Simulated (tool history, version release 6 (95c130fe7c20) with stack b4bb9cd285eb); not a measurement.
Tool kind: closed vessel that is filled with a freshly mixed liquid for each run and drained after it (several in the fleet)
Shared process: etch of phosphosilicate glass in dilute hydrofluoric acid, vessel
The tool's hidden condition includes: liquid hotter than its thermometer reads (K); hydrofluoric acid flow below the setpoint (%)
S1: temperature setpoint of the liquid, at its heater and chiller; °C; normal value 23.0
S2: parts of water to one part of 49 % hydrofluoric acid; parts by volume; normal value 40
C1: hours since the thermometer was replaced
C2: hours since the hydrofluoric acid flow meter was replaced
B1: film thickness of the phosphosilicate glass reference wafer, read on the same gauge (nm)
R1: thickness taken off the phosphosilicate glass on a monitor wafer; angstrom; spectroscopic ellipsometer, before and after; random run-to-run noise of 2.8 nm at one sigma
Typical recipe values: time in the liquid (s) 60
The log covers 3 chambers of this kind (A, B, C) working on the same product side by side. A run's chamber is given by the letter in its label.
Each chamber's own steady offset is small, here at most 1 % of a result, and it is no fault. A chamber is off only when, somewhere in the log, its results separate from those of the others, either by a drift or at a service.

Run 1C, hour 3.8: usual settings; C1 642.4; C2 101.4; B1 149.96. Result: R1 3092.2 angstrom.
Run 2A, hour 6.0: usual settings; C1 931.6; C2 832.7; B1 149.98. Result: R1 3143.0 angstrom.
Run 3B, hour 10.8: usual settings; C1 637.0; C2 363.0; B1 150.01. Result: R1 3125.6 angstrom.
Run 4B, hour 13.7: usual settings; C1 639.9; C2 365.9; B1 149.99. Result: R1 3120.0 angstrom.
Run 5A, hour 18.4: usual settings; C1 944.0; C2 845.1; B1 150.02. Result: R1 3162.3 angstrom.
Run 6C, hour 21.0: usual settings but S2 50 parts by volume; C1 659.6; C2 118.6; B1 149.98. Result: R1 2438.4 angstrom.
Run 7B, hour 25.4: usual settings but S2 50 parts by volume; C1 651.6; C2 377.6; B1 150.00. Result: R1 2452.9 angstrom.
Run 8A, hour 27.6: usual settings but S2 50 parts by volume; C1 953.2; C2 854.3; B1 150.00. Result: R1 2483.3 angstrom.
Run 9C, hour 30.5: usual settings; C1 669.1; C2 128.1; B1 149.99. Result: R1 3112.2 angstrom.
Run 10B, hour 32.9: usual settings; C1 659.1; C2 385.1; B1 150.02. Result: R1 3164.4 angstrom.
Run 11A, hour 35.4: usual settings; C1 961.0; C2 862.1; B1 149.99. Result: R1 3111.9 angstrom.
Run 12C, hour 38.1: usual settings; C1 676.7; C2 135.7; B1 150.01. Result: R1 3103.8 angstrom.
Run 13A, hour 40.6: usual settings; C1 966.2; C2 867.3; B1 150.02. Result: R1 3115.7 angstrom.
Run 14C, hour 43.7: usual settings; C1 682.3; C2 141.3; B1 150.01. Result: R1 3098.9 angstrom.
Run 15B, hour 47.2: usual settings; C1 673.4; C2 399.4; B1 150.03. Result: R1 3141.8 angstrom.
Run 16C, hour 51.2: usual settings but S1 20.0 °C, time in the liquid (s) 90; C1 689.8; C2 148.8; B1 150.03. Result: R1 4097.5 angstrom.
Run 17A, hour 55.9: usual settings but S1 20.0 °C, time in the liquid (s) 90; C1 981.5; C2 882.6; B1 149.99. Result: R1 4178.5 angstrom.
Run 18B, hour 60.2: usual settings but S1 20.0 °C, time in the liquid (s) 90; C1 686.4; C2 412.4; B1 150.01. Result: R1 4141.3 angstrom.
Run 19B, hour 64.2: usual settings but S1 27.0 °C, time in the liquid (s) 45; C1 690.4; C2 416.4; B1 149.98. Result: R1 2754.3 angstrom.
Run 20C, hour 68.3: usual settings but S1 27.0 °C, time in the liquid (s) 45; C1 706.9; C2 165.9; B1 150.01. Result: R1 2719.0 angstrom.
Run 21A, hour 72.4: usual settings but S1 27.0 °C, time in the liquid (s) 45; C1 998.0; C2 899.1; B1 150.01. Result: R1 2857.0 angstrom.
Run 22A, hour 76.2: usual settings; C1 1001.8; C2 902.9; B1 149.98. Result: R1 3231.2 angstrom.
Run 23C, hour 80.0: usual settings; C1 718.6; C2 177.6; B1 149.99. Result: R1 3125.4 angstrom.
Run 24B, hour 83.3: usual settings; C1 709.5; C2 435.5; B1 150.01. Result: R1 3140.8 angstrom.
Run 25B, hour 86.0: usual settings; C1 712.2; C2 438.2; B1 150.00. Result: R1 3109.3 angstrom.
Run 26C, hour 90.7: usual settings; C1 729.3; C2 188.3; B1 150.00. Result: R1 3071.3 angstrom.
Run 27A, hour 93.8: usual settings; C1 1019.4; C2 920.5; B1 150.02. Result: R1 3323.9 angstrom.
Run 28A, hour 97.9: usual settings; C1 1023.5; C2 924.6; B1 150.01. Result: R1 3297.3 angstrom.
Run 29C, hour 101.4: usual settings; C1 740.0; C2 199.0; B1 150.00. Result: R1 3124.7 angstrom.
Run 30B, hour 104.5: usual settings; C1 730.7; C2 456.7; B1 149.99. Result: R1 3133.3 angstrom.
Run 31C, hour 109.1: usual settings; C1 747.7; C2 206.7; B1 150.01. Result: R1 3140.8 angstrom.
Run 32B, hour 111.5: usual settings; C1 737.7; C2 463.7; B1 150.00. Result: R1 3090.3 angstrom.
Run 33A, hour 116.3: usual settings; C1 1041.9; C2 943.0; B1 150.01. Result: R1 3400.1 angstrom.
Run 34C, hour 120.0: usual settings; C1 758.6; C2 217.6; B1 149.99. Result: R1 3104.0 angstrom.
Run 35B, hour 123.7: usual settings; C1 749.9; C2 475.9; B1 149.99. Result: R1 3114.8 angstrom.
Run 36A, hour 127.4: usual settings; C1 1053.0; C2 954.1; B1 150.00. Result: R1 3396.9 angstrom.
Run 37B, hour 131.1: usual settings; C1 757.3; C2 483.3; B1 150.03. Result: R1 3097.0 angstrom.

Each of the 3 chambers runs these same settings next. Fill in every chamber's results:
Run 38A, hour 134.7: usual settings but S1 25.5 °C. Result: R1 ?.
Run 38B, hour 134.7: usual settings but S1 25.5 °C. Result: R1 ?.
Run 38C, hour 134.7: usual settings but S1 25.5 °C. Result: R1 ?.

run      R1
38A  3840.9
38B  3454.3
38C  3370.2
